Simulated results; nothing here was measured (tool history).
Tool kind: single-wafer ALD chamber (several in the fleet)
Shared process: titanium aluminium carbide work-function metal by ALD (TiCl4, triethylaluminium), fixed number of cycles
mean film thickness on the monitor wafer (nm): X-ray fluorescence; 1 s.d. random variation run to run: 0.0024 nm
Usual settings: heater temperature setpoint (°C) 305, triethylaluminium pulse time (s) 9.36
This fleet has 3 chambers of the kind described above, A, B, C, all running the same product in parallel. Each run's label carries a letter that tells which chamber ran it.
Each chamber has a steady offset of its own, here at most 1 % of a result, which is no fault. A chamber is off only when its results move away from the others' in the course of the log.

run	hour	heater temperature setpoint (°C)	triethylaluminium pulse time (s)	read-back reference wafer on the same gauge, thickness_nm	mean film thickness on the monitor wafer (nm)
1C	11.5	305	9.36	1.6908	2.0342
2B	22.0	305	9.36	1.6903	2.0085
3A	30.4	305	9.36	1.6905	2.0268
4C	39.8	305	9.36	1.6911	2.0386
5A	52.9	305	9.36	1.6912	2.0307
6B	64.1	305	9.36	1.6910	2.0134
7A	73.1	305	9.36	1.6917	2.0331
8B	80.3	305	9.36	1.6919	2.0161
9C	95.3	305	9.36	1.6923	2.0423
10B	108.7	294	6.67	1.6920	1.7978
11A	115.4	294	6.67	1.6927	1.8133
12C	130.4	294	6.67	1.6927	1.8295
13B	138.3	316	9.36	1.6926	2.1110
14C	147.2	316	9.36	1.6932	2.1389
15A	157.8	316	9.36	1.6935	2.1289
16B	168.4	316	7.66	1.6935	2.0416
17A	182.9	316	7.66	1.6939	2.0530
18C	192.4	316	7.66	1.6940	2.0696
19A	199.0	305	9.36	1.6945	2.0383
20B	212.6	305	9.36	1.6948	2.0169
21C	224.4	305	9.36	1.6946	2.0425
22C	234.4	293	5.79	1.6947	1.7497
23A	242.4	293	5.79	1.6951	1.7307
# hour 243.4: chamber B: triethylaluminium bottle replaced
24B	250.2	293	5.79	1.6956	1.7244
25C	263.7	305	9.36	1.6960	2.0456
26B	274.6	295	9.36	1.6959	1.9311
27A	288.5	295	9.36	1.6957	1.9478
28A	300.6	295	9.36	1.6969	1.9529
29B	314.3	305	9.36	1.6972	2.0166
30C	326.1	305	9.36	1.6969	2.0473
31A	333.0	305	9.36	1.6968	2.0430
32C	342.2	298	7.74	1.6980	1.9256
33B	350.8	298	7.74	1.6979	1.9013
34A	358.8	298	7.74	1.6983	1.9168
35C	371.4	305	9.36	1.6979	2.0516

Has any chamber moved away from the others, gradually or after a service, or does the common gauge drift, or do the chambers differ only by their own small steady offsets? State the chamber and the most likely cause if one applies.

It is the gauge, not a chamber: its drift shows up in every chamber's results at once, and no chamber is off.
Most likely cause: gauge reads high (%) = 0.49.

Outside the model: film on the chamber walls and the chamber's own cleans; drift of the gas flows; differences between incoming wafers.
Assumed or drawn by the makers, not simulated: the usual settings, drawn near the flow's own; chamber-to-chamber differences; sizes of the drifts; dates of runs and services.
